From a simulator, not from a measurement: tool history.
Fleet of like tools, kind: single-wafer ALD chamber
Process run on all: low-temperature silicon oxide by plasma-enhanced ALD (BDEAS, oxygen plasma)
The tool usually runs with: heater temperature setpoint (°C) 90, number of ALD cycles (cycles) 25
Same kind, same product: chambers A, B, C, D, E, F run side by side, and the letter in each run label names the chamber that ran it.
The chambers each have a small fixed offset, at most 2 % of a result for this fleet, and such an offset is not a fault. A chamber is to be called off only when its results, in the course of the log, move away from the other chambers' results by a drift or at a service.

run	hour	heater temperature setpoint (°C)	number of ALD cycles (cycles)	hours since the last thermocouple change	read-back reference wafer on the same gauge, thickness_nm	mean film thickness on the monitor wafer (nm)
1B	5.7	90	25	1206.8	4.3914	3.7129
2D	14.4	90	25	194.1	4.3866	3.6741
3F	24.2	90	25	425.2	4.3877	3.6743
4E	34.6	90	25	148.6	4.3874	3.7050
5A	43.7	104	29	1314.7	4.3882	4.0358
6C	48.9	104	29	1222.6	4.3858	4.1723
7C	59.1	104	29	1232.8	4.3861	4.1764
8F	69.9	104	29	470.9	4.3855	4.0794
9D	76.0	104	29	255.7	4.3860	4.0749
10E	84.0	104	29	198.0	4.3834	4.1092
11B	89.5	90	25	1290.6	4.3843	3.7136
12A	99.2	75	25	1370.2	4.3832	3.8256
13E	109.8	75	25	223.8	4.3848	3.8903
14D	120.4	75	25	300.1	4.3814	3.8657
15C	131.2	75	25	1304.9	4.3816	3.9475
16A	138.6	75	25	1409.6	4.3796	3.8123
17B	148.4	75	25	1349.5	4.3792	3.9120
18F	155.2	90	25	556.2	4.3780	3.6707
19E	161.8	90	25	275.8	4.3788	3.7007
20C	169.7	90	25	1343.4	4.3778	3.7500
21D	177.3	81	23	357.0	4.3768	3.4828
22F	186.3	81	23	587.3	4.3770	3.4669
23B	192.1	81	23	1393.2	4.3770	3.5188
24A	203.7	81	23	1474.7	4.3756	3.4365
25B	209.7	81	23	1410.8	4.3765	3.5217
26D	216.1	81	23	395.8	4.3760	3.4671
27C	222.5	90	25	1396.2	4.3745	3.7455
28E	229.7	90	25	343.7	4.3730	3.6848
29F	236.6	99	21	637.6	4.3726	2.9742
30A	247.6	99	21	1518.6	4.3723	2.9465
31D	257.6	99	21	437.3	4.3735	2.9812
32A	264.2	99	21	1535.2	4.3721	2.9502
33E	273.6	99	21	387.6	4.3710	3.0005
34F	280.9	99	21	681.9	4.3712	2.9748
35B	288.9	90	25	1490.0	4.3712	3.6964
36C	295.5	90	25	1469.2	4.3694	3.7508
37C	302.7	90	25	1476.4	4.3674	3.7398
38F	311.9	90	25	712.9	4.3686	3.6467
39E	319.6	90	25	433.6	4.3672	3.6881
40A	327.9	90	25	1598.9	4.3693	3.6176
41D	335.7	90	25	515.4	4.3659	3.6435
42B	341.9	90	25	1543.0	4.3665	3.7008

Is one chamber out of step, is the gauge drifting, or do the chambers differ by no more than their own small offsets? For an off chamber, give its letter and the likeliest cause.

The shared gauge is drifting. All chambers look as if they move in step, but none is off.
Cause: gauge reads low (%) = 0.562.
